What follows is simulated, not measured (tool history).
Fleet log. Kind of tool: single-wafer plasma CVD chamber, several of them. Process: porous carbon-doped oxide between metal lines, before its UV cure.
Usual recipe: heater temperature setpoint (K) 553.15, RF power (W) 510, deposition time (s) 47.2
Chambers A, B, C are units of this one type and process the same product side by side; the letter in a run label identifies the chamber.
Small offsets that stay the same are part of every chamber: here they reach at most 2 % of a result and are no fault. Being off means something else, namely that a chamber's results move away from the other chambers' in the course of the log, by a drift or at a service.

run	hour	heater temperature setpoint (K)	RF power (W)	deposition time (s)	read-back reference wafer on the same gauge, thickness_nm	mean film thickness on the monitor wafer (nm)
1A	11.3	553.15	510	47.2	236.05	291.8
2B	20.9	553.15	510	47.2	235.98	290.48
3C	30.7	553.15	510	47.2	236.13	286.6
4A	42.1	553.15	510	47.2	236.07	292.25
5C	51.9	553.15	510	47.2	236.1	286.08
6B	61.8	553.15	510	47.2	236.08	292.05
7B	67.7	553.15	510	47.2	235.94	290.33
8A	74.5	553.15	510	47.2	235.97	290.99
9C	82.7	553.15	510	47.2	236.06	285.78
10C	93	553.15	510	47.2	235.88	287.68
11A	101.4	553.15	510	47.2	235.75	293.69
12B	110.7	553.15	510	47.2	235.97	289.33
13C	121	553.15	510	47.2	236.04	286.44
14A	126.9	553.15	510	47.2	236.01	293.18
15B	135.3	553.15	510	47.2	235.97	290.84
16B	142.1	553.15	510	47.2	236.02	290.59
17A	148.1	553.15	610	47.2	235.99	328.7
18C	155.6	553.15	610	47.2	236.03	323.98
19A	162.2	553.15	610	47.2	236.05	327.97
20C	172.1	553.15	510	47.2	236.05	286.33
21B	181.3	553.15	510	47.2	236	290.77
# hour 186.4: chamber C: thermocouple changed; heater temperature recalibrated
22A	186.9	553.15	595	43.5	236.01	299.05
# hour 190.6: chamber C: RF generator calibrated
23B	193.7	553.15	595	43.5	236.09	296.75
24C	204.2	553.15	595	43.5	235.91	292.26
25C	212.7	553.15	510	47.2	235.87	286.7
26B	219.5	553.15	585	47.2	235.87	317.38
27A	227.8	553.15	585	47.2	236.17	321.29
28B	237.5	553.15	585	47.2	235.98	314.89
29C	244.3	553.15	510	47.2	235.88	287.03
30A	255.2	553.15	510	47.2	236.02	292.69
31B	263.2	553.15	510	47.2	235.88	291.14
32A	272.2	553.15	510	47.2	235.96	291.95
33C	277.5	553.15	510	47.2	235.92	285.13
34C	282.6	553.15	510	47.2	235.93	286.03
35B	293.8	546.15	605	47.2	236.09	339.16
36A	304.5	546.15	605	47.2	236.03	342.45
37C	312.1	546.15	605	47.2	235.91	334.13
38B	319.2	553.15	510	50.2	236.01	308.53
39A	326.8	553.15	510	50.2	235.94	312.22
40B	336.6	553.15	510	50.2	236.05	308.03
41C	345.6	553.15	510	47.2	235.89	286.48

All chambers now run identical settings, listed one chamber a line with results as question marks. What results will each chamber show?
42A	353.9	562.15	510	47.2		?
42B	353.9	562.15	510	47.2		?
42C	353.9	562.15	510	47.2		?

run	mean film thickness on the monitor wafer (nm)
42A	277.83
42B	275.97
42C	271.32

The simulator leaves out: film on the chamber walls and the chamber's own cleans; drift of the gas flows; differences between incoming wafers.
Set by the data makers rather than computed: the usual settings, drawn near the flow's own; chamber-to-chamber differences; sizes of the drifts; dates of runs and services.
